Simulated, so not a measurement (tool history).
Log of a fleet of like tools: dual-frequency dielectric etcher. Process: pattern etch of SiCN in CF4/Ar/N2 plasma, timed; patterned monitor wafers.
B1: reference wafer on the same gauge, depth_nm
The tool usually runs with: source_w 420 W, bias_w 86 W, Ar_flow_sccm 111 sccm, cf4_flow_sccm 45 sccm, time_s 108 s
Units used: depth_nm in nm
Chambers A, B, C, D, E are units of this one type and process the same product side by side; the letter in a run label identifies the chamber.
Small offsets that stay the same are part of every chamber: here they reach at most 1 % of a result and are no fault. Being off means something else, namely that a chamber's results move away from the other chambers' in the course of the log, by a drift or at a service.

Run 1A, hour 10.0: usual settings; B1 87.612. Result: depth_nm 85.952 nm.
Run 2B, hour 21.8: usual settings; B1 87.588. Result: depth_nm 84.863 nm.
Run 3E, hour 32.4: usual settings; B1 87.640. Result: depth_nm 85.878 nm.
At hour 35.9: chamber A: wet clean of the chamber.
Run 4D, hour 39.7: usual settings; B1 87.671. Result: depth_nm 86.276 nm.
Run 5C, hour 48.1: usual settings but source_w 340 W, bias_w 99 W; B1 87.656. Result: depth_nm 75.426 nm.
Run 6B, hour 59.2: usual settings but source_w 340 W, bias_w 99 W; B1 87.682. Result: depth_nm 74.558 nm.
Run 7C, hour 70.6: usual settings but source_w 340 W, bias_w 99 W; B1 87.667. Result: depth_nm 75.023 nm.
At hour 72.0: chamber B: wet clean of the chamber.
Run 8E, hour 81.1: usual settings but source_w 340 W, bias_w 99 W; B1 87.522. Result: depth_nm 75.678 nm.
Run 9D, hour 87.6: usual settings but source_w 340 W, bias_w 99 W; B1 87.592. Result: depth_nm 74.783 nm.
Run 10A, hour 100.0: usual settings; B1 87.605. Result: depth_nm 86.691 nm.
Run 11E, hour 108.8: usual settings; B1 87.667. Result: depth_nm 86.352 nm.
Run 12D, hour 120.2: usual settings; B1 87.664. Result: depth_nm 85.012 nm.
Run 13C, hour 128.9: usual settings; B1 87.634. Result: depth_nm 85.921 nm.
Run 14A, hour 135.1: usual settings but cf4_flow_sccm 37 sccm; B1 87.612. Result: depth_nm 83.904 nm.
Run 15B, hour 142.6: usual settings but cf4_flow_sccm 37 sccm; B1 87.628. Result: depth_nm 82.645 nm.
Run 16D, hour 154.5: usual settings but cf4_flow_sccm 37 sccm; B1 87.634. Result: depth_nm 82.028 nm.
Run 17B, hour 166.9: usual settings but cf4_flow_sccm 37 sccm; B1 87.581. Result: depth_nm 83.034 nm.
Run 18A, hour 173.1: usual settings but cf4_flow_sccm 37 sccm; B1 87.633. Result: depth_nm 83.221 nm.
Run 19E, hour 181.1: usual settings; B1 87.537. Result: depth_nm 86.228 nm.
Run 20C, hour 191.1: usual settings but source_w 480 W; B1 87.615. Result: depth_nm 96.331 nm.
Run 21B, hour 201.7: usual settings but source_w 480 W; B1 87.567. Result: depth_nm 95.326 nm.
Run 22A, hour 210.4: usual settings but source_w 480 W; B1 87.660. Result: depth_nm 96.795 nm.
At hour 213.9: chamber C: CF4 flow controller replaced.
Run 23E, hour 219.8: usual settings but source_w 480 W; B1 87.645. Result: depth_nm 96.246 nm.
Run 24C, hour 232.0: usual settings but source_w 480 W; B1 87.679. Result: depth_nm 96.272 nm.
Run 25D, hour 244.6: usual settings; B1 87.542. Result: depth_nm 83.459 nm.
Run 26C, hour 254.4: usual settings; B1 87.499. Result: depth_nm 86.569 nm.
Run 27D, hour 260.7: usual settings but Ar_flow_sccm 94 sccm, cf4_flow_sccm 36 sccm; B1 87.585. Result: depth_nm 82.048 nm.
Run 28A, hour 270.2: usual settings but Ar_flow_sccm 94 sccm, cf4_flow_sccm 36 sccm; B1 87.636. Result: depth_nm 85.079 nm.
Run 29B, hour 275.8: usual settings but Ar_flow_sccm 94 sccm, cf4_flow_sccm 36 sccm; B1 87.558. Result: depth_nm 84.925 nm.
Run 30E, hour 282.0: usual settings but Ar_flow_sccm 94 sccm, cf4_flow_sccm 36 sccm; B1 87.645. Result: depth_nm 85.476 nm.
Run 31B, hour 293.7: usual settings but Ar_flow_sccm 94 sccm, cf4_flow_sccm 36 sccm; B1 87.557. Result: depth_nm 84.858 nm.
Run 32A, hour 300.9: usual settings but source_w 340 W, cf4_flow_sccm 39 sccm; B1 87.487. Result: depth_nm 69.532 nm.
Run 33D, hour 311.0: usual settings but source_w 340 W, cf4_flow_sccm 39 sccm; B1 87.639. Result: depth_nm 67.212 nm.
Run 34E, hour 319.0: usual settings but source_w 340 W, cf4_flow_sccm 39 sccm; B1 87.726. Result: depth_nm 69.725 nm.

Decide between three cases: one chamber stands off from its peers, the gauge reading all wafers drifts, or nothing is wrong past each chamber's small offset. Where a chamber is off, say which and what most likely put it there.

One chamber, D, drifts off from the rest bit by bit.
What lies behind it: etch rate under this chamber's usual, % = 4.01.
Not necessarily distinguishable in this log from: source power that arrives under what is set, %.

Here are 4 candidates for chamber D's next run, each the usual settings with a change, their results left as question marks. Which one brings its results back in line with what the others give on the usual settings?
Maximum distance from the other chambers' mean on the usual settings for a result to count as in line: depth_nm 1.300 nm
Run 35D-1, hour 328.1: usual settings but bias_w 87 W, time_s 111.5 s. Result: depth_nm ?.
Run 35D-2, hour 328.1: usual settings but time_s 104.0 s. Result: depth_nm ?.
Run 35D-3, hour 328.1: usual settings but bias_w 71 W, cf4_flow_sccm 42 sccm. Result: depth_nm ?.
Run 35D-4, hour 328.1: usual settings but source_w 450 W, bias_w 89 W, Ar_flow_sccm 109 sccm, cf4_flow_sccm 46 sccm. Result: depth_nm ?.

The other chambers' mean on the usual settings: depth_nm 85.731 nm
  run  depth_nm
35D-1    85.781
35D-2    79.655
35D-3    76.054
35D-4    89.585
With 35D-1, the chamber falls back in line with the rest.

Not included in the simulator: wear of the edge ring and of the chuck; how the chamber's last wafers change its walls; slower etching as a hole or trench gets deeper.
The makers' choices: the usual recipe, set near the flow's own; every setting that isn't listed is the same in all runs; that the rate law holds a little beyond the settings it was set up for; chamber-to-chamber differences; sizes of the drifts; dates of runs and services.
